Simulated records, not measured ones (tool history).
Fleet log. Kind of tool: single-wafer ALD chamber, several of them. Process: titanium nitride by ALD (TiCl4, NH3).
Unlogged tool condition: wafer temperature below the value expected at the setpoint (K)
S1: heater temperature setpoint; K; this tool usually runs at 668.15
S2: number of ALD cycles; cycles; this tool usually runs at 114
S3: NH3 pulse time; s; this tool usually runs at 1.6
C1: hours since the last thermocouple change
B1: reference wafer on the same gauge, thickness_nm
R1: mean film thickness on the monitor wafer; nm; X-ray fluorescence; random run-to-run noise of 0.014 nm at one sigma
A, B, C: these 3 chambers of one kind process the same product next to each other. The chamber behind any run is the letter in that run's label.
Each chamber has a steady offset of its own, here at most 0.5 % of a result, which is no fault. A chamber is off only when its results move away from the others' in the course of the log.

run	day	S1	S2	S3	C1	B1	R1
1A	0.154	668.15	114	1.6	2096	2.7721	2.4896
2B	0.233	668.15	114	1.6	481.8	2.769	2.4771
3C	0.354	668.15	114	1.6	2099.2	2.7709	2.4824
4C	0.458	668.15	114	1.6	2101.7	2.7729	2.4771
5B	0.633	668.15	114	1.6	491.4	2.7702	2.482
6A	0.779	668.15	114	1.6	2111	2.7684	2.4566
7B	0.875	668.15	114	1.6	497.2	2.769	2.4697
8A	1.033	668.15	114	1.6	2117.1	2.7669	2.5062
9C	1.204	668.15	114	1.6	2119.6	2.77	2.4876
10A	1.304	668.15	114	1.6	2123.6	2.7678	2.4818
11C	1.408	668.15	131	1.6	2124.5	2.7645	2.8508
12B	1.512	668.15	131	1.6	512.5	2.7647	2.8526
13A	1.667	668.15	131	1.6	2132.3	2.7685	2.8543
14B	1.754	668.15	114	1.6	518.3	2.7698	2.4737
15C	1.854	668.15	114	1.6	2135.2	2.7701	2.4585
16A	1.933	668.15	114	1.6	2138.7	2.7739	2.4791
17C	2.1	668.15	114	1.6	2141.1	2.7709	2.5091
18B	2.246	668.15	114	1.6	530.1	2.7685	2.4963
19A	2.421	663.15	128	1.6	2150.4	2.7674	2.7627
20B	2.55	663.15	128	1.6	537.4	2.7683	2.7795
# day 2.6: chamber A: thermocouple changed; heater temperature recalibrated
21C	2.646	663.15	128	1.6	2154.2	2.7699	2.7313
22C	2.817	668.15	114	1.6	2158.3	2.7715	2.4731
23A	2.975	668.15	114	1.6	9	2.7728	2.487
24B	3.129	668.15	114	1.6	551.3	2.7712	2.483
25A	3.254	668.15	114	1.6	15.7	2.769	2.4913
26B	3.346	668.15	114	1.6	556.5	2.7716	2.4862
27C	3.454	668.15	114	1.6	2173.6	2.769	2.4517
28C	3.575	668.15	114	1.6	2176.5	2.7716	2.4429
29B	3.721	668.15	114	1.6	565.5	2.7692	2.4442
30A	3.825	668.15	114	1.6	29.4	2.7704	2.5221

All 3 chambers run these settings next. Forecast each chamber's results:
31A	3.95	668.15	114	1.6			?
31B	3.95	668.15	114	1.6			?
31C	3.95	668.15	114	1.6			?

run	R1
31A	2.5099
31B	2.4539
31C	2.4736
